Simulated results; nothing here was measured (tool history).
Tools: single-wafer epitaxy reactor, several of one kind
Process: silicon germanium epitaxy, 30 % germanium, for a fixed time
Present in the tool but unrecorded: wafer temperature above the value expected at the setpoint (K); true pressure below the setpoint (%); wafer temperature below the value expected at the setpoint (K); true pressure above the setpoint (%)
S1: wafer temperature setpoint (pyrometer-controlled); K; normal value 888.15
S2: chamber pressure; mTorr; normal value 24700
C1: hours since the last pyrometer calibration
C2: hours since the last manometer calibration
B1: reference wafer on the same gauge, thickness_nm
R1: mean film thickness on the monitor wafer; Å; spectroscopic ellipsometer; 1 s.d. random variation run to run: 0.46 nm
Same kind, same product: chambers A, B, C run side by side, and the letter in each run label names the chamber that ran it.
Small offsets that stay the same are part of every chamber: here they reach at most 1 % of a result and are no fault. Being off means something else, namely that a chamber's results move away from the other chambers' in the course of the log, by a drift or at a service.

run	hour	S1	S2	C1	C2	B1	R1
1C	6.5	888.15	24700	978.4	1343.1	86.798	831.01
2A	12.4	888.15	24700	789.0	553.8	86.935	831.89
3B	16.4	888.15	24700	842.8	1805.1	86.897	839.93
4B	22.0	888.15	24700	848.4	1810.7	86.719	840.23
5C	26.3	888.15	24700	998.2	1362.9	86.871	832.09
6A	30.5	888.15	24700	807.1	571.9	86.717	831.54
7C	36.8	888.15	24700	1008.7	1373.4	86.857	835.15
8B	44.5	888.15	24700	870.9	1833.2	86.916	848.56
9A	50.0	898.15	24700	826.6	591.4	86.711	998.64
10C	57.2	898.15	24700	1029.1	1393.8	86.787	1000.10
11A	62.3	898.15	24700	838.9	603.7	86.819	993.61
12B	68.4	888.15	24700	894.8	1857.1	86.903	844.66
13B	74.2	899.15	22200	900.6	1862.9	86.854	972.06
14C	78.0	899.15	22200	1049.9	1414.6	86.898	974.75
15A	81.8	899.15	22200	858.4	623.2	86.850	967.51
16C	88.3	888.15	21500	1060.2	1424.9	86.656	791.71
17B	95.3	888.15	21500	921.7	1884.0	86.787	804.36
18A	101.8	888.15	21500	878.4	643.2	86.879	800.96
19C	105.3	888.15	24700	1077.2	1441.9	86.738	846.85
20B	113.0	888.15	24700	939.4	1901.7	86.812	851.75
21A	118.0	888.15	24700	894.6	659.4	86.812	842.69
22A	121.9	888.15	24700	898.5	663.3	86.640	836.79
# hour 124.9: chamber B: capacitance manometer re-zeroed and calibrated
23B	129.9	888.15	24700	956.3	5.0	86.838	872.68
24C	137.5	888.15	24700	1109.4	1474.1	86.825	841.30
25A	143.7	888.15	24700	920.3	685.1	86.743	829.07
26C	147.8	881.15	24700	1119.7	1484.4	86.752	738.44
27B	154.6	881.15	24700	981.0	29.7	86.815	777.86
28B	158.8	881.15	24700	985.2	33.9	86.764	782.53
29C	162.4	888.15	24700	1134.3	1499.0	86.751	829.86
30A	166.5	888.15	24700	943.1	707.9	86.845	838.65
31C	174.5	888.15	24700	1146.4	1511.1	86.759	846.28
32A	178.1	894.15	22200	954.7	719.5	86.657	895.95
33B	185.5	894.15	22200	1011.9	60.6	86.816	954.33
34B	190.7	894.15	22200	1017.1	65.8	86.748	949.82

All chambers now run identical settings, listed one chamber a line with results as question marks. What results will each chamber show?
35A	196.4	888.15	28200				?
35B	196.4	888.15	28200				?
35C	196.4	888.15	28200				?

run	R1
35A	880.04
35B	938.69
35C	884.22

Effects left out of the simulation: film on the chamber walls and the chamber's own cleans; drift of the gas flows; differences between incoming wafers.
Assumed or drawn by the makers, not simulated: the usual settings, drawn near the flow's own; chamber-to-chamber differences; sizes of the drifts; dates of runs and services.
